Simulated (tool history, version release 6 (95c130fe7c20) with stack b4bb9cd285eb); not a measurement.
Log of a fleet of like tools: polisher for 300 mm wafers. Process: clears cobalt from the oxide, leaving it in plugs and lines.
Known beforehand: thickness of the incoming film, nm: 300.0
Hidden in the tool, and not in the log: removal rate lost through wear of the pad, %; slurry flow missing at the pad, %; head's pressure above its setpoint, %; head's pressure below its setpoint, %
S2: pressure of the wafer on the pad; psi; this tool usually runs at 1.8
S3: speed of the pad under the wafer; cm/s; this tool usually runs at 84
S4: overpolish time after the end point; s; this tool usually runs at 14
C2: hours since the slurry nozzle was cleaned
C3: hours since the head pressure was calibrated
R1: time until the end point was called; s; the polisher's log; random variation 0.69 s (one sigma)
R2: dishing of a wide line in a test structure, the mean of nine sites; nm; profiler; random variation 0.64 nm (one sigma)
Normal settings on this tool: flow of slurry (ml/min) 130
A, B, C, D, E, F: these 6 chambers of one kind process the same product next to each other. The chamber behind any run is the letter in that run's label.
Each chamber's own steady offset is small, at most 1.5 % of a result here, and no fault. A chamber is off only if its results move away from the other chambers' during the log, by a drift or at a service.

At hour 7.2: chamber C: worn pad replaced by a new one.
Run 1B, hour 12.5: usual settings; wafers polished on this pad 319; C2 179.7; C3 837.9. Result: R1 72.487 s, R2 32.862 nm.
Run 2F, hour 19.4: usual settings; wafers polished on this pad 522; C2 592.3; C3 653.2. Result: R1 71.164 s, R2 32.712 nm.
Run 3E, hour 30.4: usual settings; wafers polished on this pad 782; C2 167.2; C3 205.9. Result: R1 71.733 s, R2 32.488 nm.
At hour 31.3: chamber D: worn pad replaced by a new one.
Run 4D, hour 38.5: usual settings; wafers polished on this pad 69; C2 160.7; C3 1497.6. Result: R1 72.677 s, R2 33.284 nm.
At hour 44.2: chamber B: slurry nozzle cleaned.
Run 5C, hour 49.8: usual settings; wafers polished on this pad 409; C2 427.2; C3 1019.9. Result: R1 72.368 s, R2 32.838 nm.
Run 6A, hour 56.4: usual settings; wafers polished on this pad 861; C2 553.4; C3 1157.5. Result: R1 71.012 s, R2 33.167 nm.
Run 7D, hour 64.5: usual settings; wafers polished on this pad 319; C2 186.7; C3 1523.6. Result: R1 73.31 s, R2 32.826 nm.
At hour 65.4: chamber F: worn pad replaced by a new one.
At hour 66.1: chamber A: slurry nozzle cleaned.
Run 8A, hour 77.1: usual settings; wafers polished on this pad 1059; C2 11; C3 1178.2. Result: R1 70.882 s, R2 32.757 nm.
At hour 77.8: chamber B: worn pad replaced by a new one.
At hour 79.1: chamber E: slurry nozzle cleaned.
Run 9C, hour 84.7: usual settings; wafers polished on this pad 744; C2 462.1; C3 1054.8. Result: R1 72.617 s, R2 31.241 nm.
At hour 85.7: chamber C: worn pad replaced by a new one.
At hour 92.8: chamber E: worn pad replaced by a new one.
Run 10F, hour 95.9: usual settings but flow of slurry (ml/min) 90, S2 1.5 psi; wafers polished on this pad 293; C2 668.8; C3 729.7. Result: R1 91.553 s, R2 28.278 nm.
At hour 96.4: chamber D: worn pad replaced by a new one.
Run 11E, hour 102.6: usual settings but flow of slurry (ml/min) 90, S2 1.5 psi; wafers polished on this pad 94; C2 23.6; C3 278.1. Result: R1 94.295 s, R2 28.856 nm.
At hour 108.3: chamber F: slurry nozzle cleaned.
Run 12B, hour 115.4: usual settings but flow of slurry (ml/min) 90, S2 1.5 psi; wafers polished on this pad 361; C2 71.2; C3 940.8. Result: R1 94.287 s, R2 28.605 nm.
At hour 115.5: chamber A: worn pad replaced by a new one.
Run 13F, hour 123.5: usual settings but flow of slurry (ml/min) 90, S2 1.5 psi; wafers polished on this pad 558; C2 15.2; C3 757.3. Result: R1 91.613 s, R2 29.118 nm.
Run 14C, hour 136.3: usual settings but flow of slurry (ml/min) 90, S2 1.5 psi; wafers polished on this pad 485; C2 513.7; C3 1106.4. Result: R1 93.523 s, R2 28.719 nm.
At hour 146.8: chamber D: head pressure recalibrated.
Run 15D, hour 149.4: usual settings but flow of slurry (ml/min) 90, S2 1.5 psi; wafers polished on this pad 508; C2 271.6; C3 2.6. Result: R1 94.389 s, R2 30.2 nm.
At hour 150.6: chamber C: worn pad replaced by a new one.
Run 16A, hour 157.8: usual settings; wafers polished on this pad 406; C2 91.7; C3 1258.9. Result: R1 71.331 s, R2 33.575 nm.
At hour 168.1: chamber D: worn pad replaced by a new one.
Run 17E, hour 169: usual settings; wafers polished on this pad 731; C2 90; C3 344.5. Result: R1 72.266 s, R2 32.586 nm.
At hour 172.3: chamber B: worn pad replaced by a new one.
At hour 172.3: chamber F: worn pad replaced by a new one.
Run 18B, hour 179.2: usual settings; wafers polished on this pad 66; C2 135; C3 1004.6. Result: R1 71.774 s, R2 32.637 nm.
Run 19E, hour 186.9: usual settings; wafers polished on this pad 903; C2 107.9; C3 362.4. Result: R1 71.185 s, R2 32.745 nm.
At hour 195.7: chamber B: head pressure recalibrated.
Run 20A, hour 198.5: usual settings; wafers polished on this pad 796; C2 132.4; C3 1299.6. Result: R1 70.414 s, R2 32.567 nm.
Run 21D, hour 204.4: usual settings; wafers polished on this pad 348; C2 326.6; C3 57.6. Result: R1 72.715 s, R2 33.387 nm.
Run 22B, hour 216.5: usual settings; wafers polished on this pad 424; C2 172.3; C3 20.8. Result: R1 78.733 s, R2 31.614 nm.
At hour 224.6: chamber C: slurry nozzle cleaned.
At hour 228.8: chamber C: worn pad replaced by a new one.
Run 23F, hour 229.2: usual settings; wafers polished on this pad 546; C2 120.9; C3 863. Result: R1 72.391 s, R2 31.873 nm.
Run 24C, hour 238.9: usual settings; wafers polished on this pad 97; C2 14.4; C3 1209. Result: R1 72.01 s, R2 32.645 nm.
At hour 239.6: chamber D: worn pad replaced by a new one.
Run 25E, hour 251.3: usual settings but S2 1.4 psi, S4 8 s; wafers polished on this pad 1521; C2 172.3; C3 426.8. Result: R1 92.539 s, R2 19.822 nm.
At hour 254.8: chamber E: worn pad replaced by a new one.
Run 26A, hour 260.1: usual settings but S2 1.4 psi, S4 8 s; wafers polished on this pad 1387; C2 194; C3 1361.2. Result: R1 91.852 s, R2 19.26 nm.
Run 27B, hour 267.7: usual settings but S2 1.4 psi, S4 8 s; wafers polished on this pad 915; C2 223.5; C3 72. Result: R1 101.68 s, R2 18.515 nm.
At hour 268.5: chamber E: head pressure recalibrated.
At hour 268.6: chamber A: head pressure recalibrated.
Run 28C, hour 275.8: usual settings but S2 1.4 psi, S4 8 s; wafers polished on this pad 451; C2 51.3; C3 1245.9. Result: R1 93.755 s, R2 19.689 nm.
At hour 278.3: chamber F: worn pad replaced by a new one.
Run 29F, hour 284.9: usual settings but S2 1.4 psi, S4 8 s; wafers polished on this pad 63; C2 176.6; C3 918.7. Result: R1 90.653 s, R2 19.39 nm.
At hour 287.1: chamber B: worn pad replaced by a new one.
At hour 291.6: chamber D: slurry nozzle cleaned.
Run 30D, hour 292.1: usual settings but S2 1.4 psi, S4 8 s; wafers polished on this pad 504; C2 0.5; C3 145.3. Result: R1 91.635 s, R2 19.319 nm.
At hour 293.1: chamber A: worn pad replaced by a new one.
At hour 298.2: chamber C: worn pad replaced by a new one.
Run 31A, hour 302.8: usual settings; wafers polished on this pad 93; C2 236.7; C3 34.3. Result: R1 70.374 s, R2 32.95 nm.
At hour 305.3: chamber B: slurry nozzle cleaned.
At hour 306.5: chamber E: slurry nozzle cleaned.
Run 32F, hour 312.9: usual settings; wafers polished on this pad 332; C2 204.6; C3 946.7. Result: R1 72.244 s, R2 32.378 nm.
At hour 317: chamber D: worn pad replaced by a new one.
Run 33C, hour 321.1: usual settings; wafers polished on this pad 220; C2 96.6; C3 1291.2. Result: R1 73.53 s, R2 32.848 nm.
Run 34B, hour 330.1: usual settings; wafers polished on this pad 412; C2 24.8; C3 134.4. Result: R1 78.655 s, R2 31.901 nm.
Run 35E, hour 340.7: usual settings; wafers polished on this pad 824; C2 34.2; C3 72.3. Result: R1 72.823 s, R2 32.593 nm.
Run 36D, hour 346.5: usual settings; wafers polished on this pad 283; C2 54.9; C3 199.7. Result: R1 72.671 s, R2 33.714 nm.
Run 37F, hour 352.8: usual settings; wafers polished on this pad 715; C2 244.5; C3 986.6. Result: R1 70.658 s, R2 31.623 nm.
Run 38E, hour 365.9: usual settings; wafers polished on this pad 1066; C2 59.4; C3 97.5. Result: R1 73.222 s, R2 32.502 nm.
Run 39C, hour 375.5: usual settings but S4 18 s; wafers polished on this pad 742; C2 151; C3 1345.6. Result: R1 73.148 s, R2 35.769 nm.

Is one chamber off against the others, does the gauge drift, or is nothing wrong? If a chamber is off, say which, and what the likeliest cause is.

Chamber B came out of a service off from its peers and stayed that way.
Cause: head's pressure below its setpoint, % = 8.16.

Here are 4 candidates for chamber B's next run, each the usual settings with a change, their results left as question marks. Which one brings its results back in line with what the others give on the usual settings?
Maximum distance from the other chambers' mean on the usual settings for a result to count as in line: R1 2.4 s; R2 2.2 nm
Run 40B-1, hour 385.1: usual settings but S3 82 cm/s. Result: R1 ?, R2 ?.
Run 40B-2, hour 385.1: usual settings but S2 1.7 psi, S3 80 cm/s. Result: R1 ?, R2 ?.
Run 40B-3, hour 385.1: usual settings but S2 1.9 psi, S3 88 cm/s. Result: R1 ?, R2 ?.
Run 40B-4, hour 385.1: usual settings but S3 86 cm/s. Result: R1 ?, R2 ?.

The mean the other chambers reach with the usual settings: R1 71.875 s; R2 32.901 nm
  run      R1      R2
40B-1  81.099  31.468
40B-2  88.086  30.074
40B-3  71.533  33.547
40B-4  77.318  32.266
40B-3 puts the chamber back in line with the other chambers.
